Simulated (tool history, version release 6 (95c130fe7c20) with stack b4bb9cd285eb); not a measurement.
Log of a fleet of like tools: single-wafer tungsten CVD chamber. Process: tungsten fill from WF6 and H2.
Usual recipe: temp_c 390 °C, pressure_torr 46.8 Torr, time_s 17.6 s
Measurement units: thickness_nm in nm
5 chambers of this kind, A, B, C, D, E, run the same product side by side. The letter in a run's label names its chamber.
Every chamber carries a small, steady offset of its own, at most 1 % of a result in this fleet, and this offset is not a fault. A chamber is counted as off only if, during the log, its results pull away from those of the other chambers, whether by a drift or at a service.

| run | day | temp_c | pressure_torr | time_s | read-back reference wafer on the same gauge, thickness_nm | thickness_nm |
|---|---|---|---|---|---|---|
| 1C | 0.508 | 390 | 46.8 | 17.6 | 45.928 | 52.413 |
| 2E | 0.892 | 390 | 46.8 | 17.6 | 45.887 | 51.980 |
| 3A | 1.162 | 390 | 46.8 | 17.6 | 45.906 | 51.872 |
| 4B | 1.654 | 390 | 46.8 | 17.6 | 45.876 | 52.528 |
| 5D | 2.154 | 390 | 46.8 | 17.6 | 45.882 | 52.257 |
| 6B | 2.529 | 390 | 46.8 | 17.6 | 45.926 | 52.684 |
| 7C | 2.929 | 390 | 46.8 | 17.6 | 45.894 | 52.662 |
| 8D | 3.371 | 390 | 46.8 | 17.6 | 45.901 | 52.389 |
| 9A | 3.788 | 390 | 46.8 | 17.6 | 45.880 | 52.091 |
| 10E | 4.275 | 390 | 46.8 | 17.6 | 45.895 | 52.064 |
| 11D | 4.529 | 390 | 46.8 | 17.6 | 45.921 | 52.186 |
| 12A | 4.883 | 390 | 46.8 | 17.6 | 45.893 | 51.957 |
| 13C | 5.233 | 390 | 46.8 | 17.6 | 45.929 | 52.528 |
| 14B | 5.471 | 390 | 46.8 | 17.6 | 45.878 | 52.501 |
| 15E | 5.950 | 390 | 46.8 | 17.6 | 45.895 | 51.976 |
| 16E | 6.367 | 390 | 46.8 | 17.6 | 45.900 | 52.026 |
| 17D | 6.608 | 401 | 46.8 | 15.0 | 45.892 | 54.735 |
| 18A | 6.896 | 401 | 46.8 | 15.0 | 45.881 | 54.224 |
| 19B | 7.246 | 401 | 46.8 | 15.0 | 45.912 | 54.911 |
| 20C | 7.538 | 401 | 46.8 | 15.0 | 45.885 | 54.870 |
|  | 7.600 | chamber A: capacitance manometer re-zeroed and calibrated |
| 21C | 7.967 | 401 | 46.8 | 15.0 | 45.883 | 54.583 |
| 22B | 8.283 | 390 | 46.8 | 17.6 | 45.929 | 52.363 |
| 23D | 8.521 | 390 | 46.8 | 17.6 | 45.885 | 52.351 |
| 24A | 8.796 | 390 | 52.2 | 20.8 | 45.903 | 66.215 |
| 25E | 9.142 | 390 | 52.2 | 20.8 | 45.897 | 64.864 |
| 26C | 9.654 | 390 | 52.2 | 20.8 | 45.920 | 65.230 |
| 27D | 10.000 | 390 | 52.2 | 20.8 | 45.885 | 65.088 |
| 28E | 10.454 | 390 | 52.2 | 20.8 | 45.892 | 64.814 |
| 29A | 10.792 | 390 | 46.8 | 17.6 | 45.913 | 53.316 |
| 30B | 11.192 | 390 | 46.8 | 17.6 | 45.888 | 52.498 |
| 31B | 11.471 | 390 | 46.8 | 19.6 | 45.908 | 58.566 |
| 32E | 11.746 | 390 | 46.8 | 19.6 | 45.893 | 57.839 |

Read the log: is a single chamber off, either drifting away or since a service, is the gauge that measures every chamber drifting, or is nothing wrong beyond small per-chamber offsets? Name any odd chamber and what most likely caused it.

A service left chamber A off against the others.
Most likely cause: true pressure above the setpoint (%) = 6.19.

Which of the 4 candidates below, each the usual settings with something changed and its results left as question marks, puts chamber A back in line with what the other chambers give on the usual settings?
In-line tolerance around the mean of the other chambers on the usual settings: thickness_nm 0.420 nm
| 33A-1 | 12.117 | 389 | 46.8 | 17.4 |  | ? |
| 33A-2 | 12.117 | 391 | 47.1 | 17.8 |  | ? |
| 33A-3 | 12.117 | 390 | 47.3 | 17.9 |  | ? |
| 33A-4 | 12.117 | 390 | 46.3 | 17.3 |  | ? |

Usual-settings mean across the other chambers: thickness_nm 52.341 nm
| run | thickness_nm |
|---|---|
| 33A-1 | 51.719 |
| 33A-2 | 55.156 |
| 33A-3 | 54.526 |
| 33A-4 | 52.177 |
Change 33A-4 lands the chamber within the allowed miss of the other chambers.

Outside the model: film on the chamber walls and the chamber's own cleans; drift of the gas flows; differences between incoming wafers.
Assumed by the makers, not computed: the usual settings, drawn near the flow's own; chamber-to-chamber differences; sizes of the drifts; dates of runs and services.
